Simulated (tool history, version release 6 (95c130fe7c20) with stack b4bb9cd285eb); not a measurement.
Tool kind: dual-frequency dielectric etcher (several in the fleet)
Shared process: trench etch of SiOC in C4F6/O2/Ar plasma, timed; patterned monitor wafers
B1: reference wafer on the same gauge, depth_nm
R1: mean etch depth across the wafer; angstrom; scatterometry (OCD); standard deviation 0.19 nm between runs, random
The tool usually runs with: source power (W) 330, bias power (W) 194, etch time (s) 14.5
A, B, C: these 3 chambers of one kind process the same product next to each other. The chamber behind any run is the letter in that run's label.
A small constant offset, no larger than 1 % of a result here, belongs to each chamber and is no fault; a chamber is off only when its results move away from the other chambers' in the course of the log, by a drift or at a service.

Run 1C, day 0.304: usual settings; B1 30.413. Result: R1 286.43 angstrom.
Run 2B, day 0.504: usual settings; B1 30.385. Result: R1 280.9 angstrom.
Run 3A, day 0.667: usual settings; B1 30.406. Result: R1 290.35 angstrom.
Run 4A, day 0.925: usual settings; B1 30.398. Result: R1 287.64 angstrom.
Run 5C, day 1.092: usual settings; B1 30.366. Result: R1 283.1 angstrom.
Run 6B, day 1.25: usual settings but source power (W) 270; B1 30.433. Result: R1 260.53 angstrom.
Run 7A, day 1.471: usual settings but source power (W) 270; B1 30.355. Result: R1 267.69 angstrom.
Run 8B, day 1.671: usual settings but source power (W) 270; B1 30.381. Result: R1 258.4 angstrom.
Run 9C, day 1.925: usual settings; B1 30.433. Result: R1 288.1 angstrom.
Run 10B, day 2.179: usual settings but source power (W) 390, etch time (s) 11.5; B1 30.393. Result: R1 236.02 angstrom.
Run 11A, day 2.458: usual settings but source power (W) 390, etch time (s) 11.5; B1 30.38. Result: R1 241.66 angstrom.
Run 12C, day 2.679: usual settings but source power (W) 390, etch time (s) 11.5; B1 30.43. Result: R1 242.54 angstrom.
Run 13A, day 2.9: usual settings; B1 30.47. Result: R1 284.51 angstrom.
Run 14C, day 3.104: usual settings; B1 30.4. Result: R1 287.37 angstrom.
Run 15B, day 3.283: usual settings but source power (W) 250; B1 30.383. Result: R1 246.22 angstrom.
Run 16B, day 3.608: usual settings but source power (W) 250; B1 30.401. Result: R1 244.41 angstrom.
Run 17C, day 3.762: usual settings but source power (W) 250; B1 30.423. Result: R1 255.81 angstrom.
Run 18A, day 4.042: usual settings; B1 30.38. Result: R1 282.89 angstrom.
Run 19C, day 4.296: usual settings; B1 30.357. Result: R1 287.84 angstrom.
Run 20A, day 4.454: usual settings; B1 30.413. Result: R1 285.78 angstrom.
Run 21B, day 4.638: usual settings; B1 30.448. Result: R1 270.67 angstrom.
Run 22C, day 4.883: usual settings; B1 30.368. Result: R1 285.31 angstrom.
Run 23B, day 5.046: usual settings; B1 30.388. Result: R1 270.28 angstrom.
Run 24A, day 5.246: usual settings; B1 30.36. Result: R1 288.65 angstrom.

Next, all 3 chambers run the settings below, one line each with question marks for the results. What does each chamber give?
Run 25A, day 5.483: usual settings. Result: R1 ?.
Run 25B, day 5.483: usual settings. Result: R1 ?.
Run 25C, day 5.483: usual settings. Result: R1 ?.

run      R1
25A  286.89
25B  267.68
25C  288.39
